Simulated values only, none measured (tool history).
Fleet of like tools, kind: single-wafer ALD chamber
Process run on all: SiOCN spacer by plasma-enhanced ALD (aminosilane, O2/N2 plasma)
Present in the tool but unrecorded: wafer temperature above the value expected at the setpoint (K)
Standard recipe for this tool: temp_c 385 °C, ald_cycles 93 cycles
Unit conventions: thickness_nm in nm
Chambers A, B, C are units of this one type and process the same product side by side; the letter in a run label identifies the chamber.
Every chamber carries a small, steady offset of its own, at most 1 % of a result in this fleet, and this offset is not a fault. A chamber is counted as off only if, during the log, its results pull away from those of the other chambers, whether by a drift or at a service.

| run | hour | temp_c | ald_cycles | hours since the last thermocouple change | read-back reference wafer on the same gauge, thickness_nm | thickness_nm |
|---|---|---|---|---|---|---|
| 1A | 9.8 | 385 | 93 | 86.5 | 6.2029 | 5.6172 |
| 2C | 17 | 385 | 93 | 239.1 | 6.1975 | 5.6369 |
| 3B | 30.3 | 385 | 93 | 477.6 | 6.2018 | 5.622 |
| 4A | 42.6 | 385 | 93 | 119.3 | 6.1978 | 5.6099 |
| 5B | 55.6 | 385 | 93 | 502.9 | 6.202 | 5.6727 |
| 6C | 61.7 | 385 | 93 | 283.8 | 6.1969 | 5.6161 |
| 7C | 73.9 | 385 | 100 | 296 | 6.2035 | 6.1008 |
| 8A | 84.7 | 385 | 100 | 161.4 | 6.1978 | 6.0722 |
| 9B | 94.3 | 385 | 100 | 541.6 | 6.2099 | 6.1076 |
| 10A | 104.9 | 380 | 75 | 181.6 | 6.2035 | 4.5385 |
| 11B | 112.5 | 380 | 75 | 559.8 | 6.2064 | 4.5598 |
| 12C | 120.8 | 380 | 75 | 342.9 | 6.2021 | 4.5296 |
| 13C | 131.6 | 385 | 93 | 353.7 | 6.1969 | 5.6132 |
| 14A | 138.8 | 385 | 93 | 215.5 | 6.1952 | 5.6398 |
| 15B | 145.4 | 385 | 93 | 592.7 | 6.1998 | 5.6994 |
| 16B | 155.5 | 385 | 93 | 602.8 | 6.2012 | 5.6373 |
| 17C | 164 | 385 | 93 | 386.1 | 6.1935 | 5.6292 |
| 18A | 175.8 | 385 | 93 | 252.5 | 6.2015 | 5.6185 |
| 19A | 183.6 | 385 | 93 | 260.3 | 6.206 | 5.6278 |
| 20B | 190.5 | 385 | 93 | 637.8 | 6.2038 | 5.6504 |
| 21C | 197.8 | 385 | 93 | 419.9 | 6.1938 | 5.6034 |
| 22B | 207.3 | 385 | 93 | 654.6 | 6.1926 | 5.6666 |
| 23C | 214.9 | 385 | 93 | 437 | 6.2034 | 5.6962 |
| 24A | 226.5 | 385 | 93 | 303.2 | 6.1967 | 5.6048 |
| 25A | 237.7 | 385 | 93 | 314.4 | 6.1999 | 5.5791 |
| 26C | 243.7 | 385 | 83 | 465.8 | 6.1983 | 5.0295 |
| 27B | 253 | 385 | 83 | 700.3 | 6.1989 | 5.0233 |

Next, every chamber runs the same settings. What will each give?
| 28A | 262.7 | 379 | 93 |  |  | ? |
| 28B | 262.7 | 379 | 93 |  |  | ? |
| 28C | 262.7 | 379 | 93 |  |  | ? |

| run | thickness_nm |
|---|---|
| 28A | 5.635 |
| 28B | 5.658 |
| 28C | 5.6119 |
